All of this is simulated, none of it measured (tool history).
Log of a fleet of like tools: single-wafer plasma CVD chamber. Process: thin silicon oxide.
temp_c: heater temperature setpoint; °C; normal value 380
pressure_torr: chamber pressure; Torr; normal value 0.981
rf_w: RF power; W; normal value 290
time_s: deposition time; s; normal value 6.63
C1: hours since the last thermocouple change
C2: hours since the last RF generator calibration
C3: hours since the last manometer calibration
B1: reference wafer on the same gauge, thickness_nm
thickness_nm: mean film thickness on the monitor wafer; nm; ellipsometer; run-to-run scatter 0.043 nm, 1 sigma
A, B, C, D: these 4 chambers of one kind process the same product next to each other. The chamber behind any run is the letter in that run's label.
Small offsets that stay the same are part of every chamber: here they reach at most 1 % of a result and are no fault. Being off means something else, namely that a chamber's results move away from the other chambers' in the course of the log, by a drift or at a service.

{"run": "1D", "day": 0.583, "temp_c": 380, "pressure_torr": 0.981, "rf_w": 290, "time_s": 6.63, "C1": 514.1, "C2": 56.0, "C3": 613.2, "B1": 16.891, "thickness_nm": 14.599}
{"run": "2A", "day": 1.117, "temp_c": 380, "pressure_torr": 0.981, "rf_w": 290, "time_s": 6.63, "C1": 2058.5, "C2": 2230.0, "C3": 1498.4, "B1": 16.906, "thickness_nm": 14.621}
{"run": "3B", "day": 1.621, "temp_c": 380, "pressure_torr": 0.981, "rf_w": 290, "time_s": 6.63, "C1": 893.0, "C2": 433.0, "C3": 1387.9, "B1": 16.894, "thickness_nm": 14.591}
{"run": "4C", "day": 2.129, "temp_c": 380, "pressure_torr": 0.981, "rf_w": 290, "time_s": 6.63, "C1": 1686.2, "C2": 404.8, "C3": 1056.1, "B1": 16.892, "thickness_nm": 14.541}
{"run": "5B", "day": 2.55, "temp_c": 380, "pressure_torr": 0.981, "rf_w": 290, "time_s": 6.63, "C1": 915.3, "C2": 455.3, "C3": 1410.2, "B1": 16.897, "thickness_nm": 14.587}
{"run": "6D", "day": 3.125, "temp_c": 380, "pressure_torr": 0.793, "rf_w": 290, "time_s": 6.63, "C1": 575.1, "C2": 117.0, "C3": 674.2, "B1": 16.903, "thickness_nm": 12.186}
{"run": "7A", "day": 3.646, "temp_c": 380, "pressure_torr": 0.793, "rf_w": 290, "time_s": 6.63, "C1": 2119.2, "C2": 2290.7, "C3": 1559.1, "B1": 16.909, "thickness_nm": 12.2}
{"run": "8C", "day": 4.179, "temp_c": 380, "pressure_torr": 0.793, "rf_w": 290, "time_s": 6.63, "C1": 1735.4, "C2": 454.0, "C3": 1105.3, "B1": 16.904, "thickness_nm": 12.185}
{"run": "9A", "day": 4.762, "temp_c": 380, "pressure_torr": 0.793, "rf_w": 290, "time_s": 6.63, "C1": 2146.0, "C2": 2317.5, "C3": 1585.9, "B1": 16.9, "thickness_nm": 12.228}
{"run": "10C", "day": 5.038, "temp_c": 380, "pressure_torr": 0.981, "rf_w": 290, "time_s": 6.63, "C1": 1756.0, "C2": 474.6, "C3": 1125.9, "B1": 16.901, "thickness_nm": 14.497}
{"run": "11D", "day": 5.612, "temp_c": 380, "pressure_torr": 0.981, "rf_w": 290, "time_s": 6.63, "C1": 634.8, "C2": 176.7, "C3": 733.9, "B1": 16.897, "thickness_nm": 14.63}
{"run": "12B", "day": 6.188, "temp_c": 380, "pressure_torr": 0.981, "rf_w": 290, "time_s": 6.63, "C1": 1002.6, "C2": 542.6, "C3": 1497.5, "B1": 16.905, "thickness_nm": 14.581}
{"run": "13A", "day": 6.692, "temp_c": 380, "pressure_torr": 0.981, "rf_w": 290, "time_s": 6.63, "C1": 2192.3, "C2": 2363.8, "C3": 1632.2, "B1": 16.89, "thickness_nm": 14.583}
{"run": "14D", "day": 7.117, "temp_c": 389, "pressure_torr": 0.981, "rf_w": 290, "time_s": 6.63, "C1": 670.9, "C2": 212.8, "C3": 770.0, "B1": 16.899, "thickness_nm": 14.481}
{"day": 7.179, "done": "chamber A: RF generator calibrated"}
{"run": "15C", "day": 7.612, "temp_c": 389, "pressure_torr": 0.981, "rf_w": 290, "time_s": 6.63, "C1": 1817.8, "C2": 536.4, "C3": 1187.7, "B1": 16.903, "thickness_nm": 14.405}
{"run": "16B", "day": 8.029, "temp_c": 389, "pressure_torr": 0.981, "rf_w": 290, "time_s": 6.63, "C1": 1046.8, "C2": 586.8, "C3": 1541.7, "B1": 16.913, "thickness_nm": 14.579}
{"run": "17A", "day": 8.442, "temp_c": 389, "pressure_torr": 0.981, "rf_w": 290, "time_s": 6.63, "C1": 2234.3, "C2": 30.3, "C3": 1674.2, "B1": 16.889, "thickness_nm": 14.541}
{"run": "18B", "day": 8.758, "temp_c": 380, "pressure_torr": 0.981, "rf_w": 290, "time_s": 6.63, "C1": 1064.3, "C2": 604.3, "C3": 1559.2, "B1": 16.885, "thickness_nm": 14.597}
{"run": "19C", "day": 9.133, "temp_c": 380, "pressure_torr": 0.981, "rf_w": 290, "time_s": 6.63, "C1": 1854.3, "C2": 572.9, "C3": 1224.2, "B1": 16.906, "thickness_nm": 14.555}
{"run": "20D", "day": 9.683, "temp_c": 380, "pressure_torr": 0.981, "rf_w": 290, "time_s": 6.63, "C1": 732.5, "C2": 274.4, "C3": 831.6, "B1": 16.906, "thickness_nm": 14.662}
{"day": 9.912, "done": "chamber B: capacitance manometer re-zeroed and calibrated"}
{"run": "21B", "day": 10.025, "temp_c": 380, "pressure_torr": 0.981, "rf_w": 290, "time_s": 6.63, "C1": 1094.7, "C2": 634.7, "C3": 2.7, "B1": 16.897, "thickness_nm": 14.043}
{"run": "22A", "day": 10.558, "temp_c": 380, "pressure_torr": 0.981, "rf_w": 290, "time_s": 6.63, "C1": 2285.1, "C2": 81.1, "C3": 1725.0, "B1": 16.904, "thickness_nm": 14.533}
{"run": "23D", "day": 11.167, "temp_c": 380, "pressure_torr": 0.981, "rf_w": 290, "time_s": 7.11, "C1": 768.1, "C2": 310.0, "C3": 867.2, "B1": 16.899, "thickness_nm": 15.714}
{"run": "24C", "day": 11.708, "temp_c": 380, "pressure_torr": 0.981, "rf_w": 290, "time_s": 7.11, "C1": 1916.1, "C2": 634.7, "C3": 1286.0, "B1": 16.912, "thickness_nm": 15.523}
{"run": "25A", "day": 12.158, "temp_c": 380, "pressure_torr": 0.981, "rf_w": 290, "time_s": 7.11, "C1": 2323.5, "C2": 119.5, "C3": 1763.4, "B1": 16.912, "thickness_nm": 15.621}
{"run": "26C", "day": 12.504, "temp_c": 380, "pressure_torr": 0.981, "rf_w": 290, "time_s": 7.11, "C1": 1935.2, "C2": 653.8, "C3": 1305.1, "B1": 16.906, "thickness_nm": 15.576}
{"run": "27D", "day": 12.954, "temp_c": 380, "pressure_torr": 0.981, "rf_w": 290, "time_s": 6.63, "C1": 811.0, "C2": 352.9, "C3": 910.1, "B1": 16.9, "thickness_nm": 14.635}
{"run": "28B", "day": 13.238, "temp_c": 380, "pressure_torr": 0.981, "rf_w": 290, "time_s": 6.63, "C1": 1171.8, "C2": 711.8, "C3": 79.8, "B1": 16.903, "thickness_nm": 13.986}
{"run": "29A", "day": 13.708, "temp_c": 380, "pressure_torr": 0.981, "rf_w": 290, "time_s": 6.63, "C1": 2360.7, "C2": 156.7, "C3": 1800.6, "B1": 16.898, "thickness_nm": 14.528}
{"run": "30B", "day": 14.025, "temp_c": 380, "pressure_torr": 0.981, "rf_w": 290, "time_s": 6.63, "C1": 1190.7, "C2": 730.7, "C3": 98.7, "B1": 16.913, "thickness_nm": 13.986}
{"run": "31C", "day": 14.567, "temp_c": 380, "pressure_torr": 0.981, "rf_w": 290, "time_s": 6.63, "C1": 1984.7, "C2": 703.3, "C3": 1354.6, "B1": 16.901, "thickness_nm": 14.525}
{"run": "32D", "day": 14.933, "temp_c": 380, "pressure_torr": 0.981, "rf_w": 290, "time_s": 6.63, "C1": 858.5, "C2": 400.4, "C3": 957.6, "B1": 16.897, "thickness_nm": 14.65}
{"run": "33A", "day": 15.542, "temp_c": 380, "pressure_torr": 0.981, "rf_w": 290, "time_s": 6.63, "C1": 2404.7, "C2": 200.7, "C3": 1844.6, "B1": 16.907, "thickness_nm": 14.577}
{"run": "34C", "day": 16.05, "temp_c": 380, "pressure_torr": 0.981, "rf_w": 290, "time_s": 6.63, "C1": 2020.3, "C2": 738.9, "C3": 1390.2, "B1": 16.896, "thickness_nm": 14.517}
{"run": "35D", "day": 16.371, "temp_c": 380, "pressure_torr": 0.981, "rf_w": 290, "time_s": 6.63, "C1": 893.0, "C2": 434.9, "C3": 992.1, "B1": 16.904, "thickness_nm": 14.603}
{"run": "36B", "day": 16.762, "temp_c": 380, "pressure_torr": 0.981, "rf_w": 290, "time_s": 6.63, "C1": 1256.4, "C2": 796.4, "C3": 164.4, "B1": 16.911, "thickness_nm": 13.95}

Does one chamber stand apart from the rest, does the shared gauge drift, or is all well apart from small per-chamber offsets? Give the chamber and the most likely cause, where there is one.

After it was serviced, chamber B no longer matches the other chambers.
Likeliest cause: true pressure below the setpoint (%) = 4.88.

Here are 4 candidates for chamber B's next run, each the usual settings with a change, their results left as question marks. Which one brings its results back in line with what the others give on the usual settings?
Maximum distance from the other chambers' mean on the usual settings for a result to count as in line: thickness_nm 0.150 nm
{"run": "37B-1", "day": 17.212, "temp_c": 380, "pressure_torr": 1.021, "rf_w": 295, "time_s": 6.63, "thickness_nm": "?"}
{"run": "37B-2", "day": 17.212, "temp_c": 380, "pressure_torr": 0.981, "rf_w": 290, "time_s": 6.51, "thickness_nm": "?"}
{"run": "37B-3", "day": 17.212, "temp_c": 380, "pressure_torr": 0.993, "rf_w": 290, "time_s": 6.69, "thickness_nm": "?"}
{"run": "37B-4", "day": 17.212, "temp_c": 380, "pressure_torr": 0.959, "rf_w": 290, "time_s": 6.51, "thickness_nm": "?"}

Mean of the other chambers on the usual settings: thickness_nm 14.555 nm
run=37B-1 thickness_nm=14.596
run=37B-2 thickness_nm=13.758
run=37B-3 thickness_nm=14.282
run=37B-4 thickness_nm=13.498
Change 37B-1 lands the chamber within the allowed miss of the other chambers.
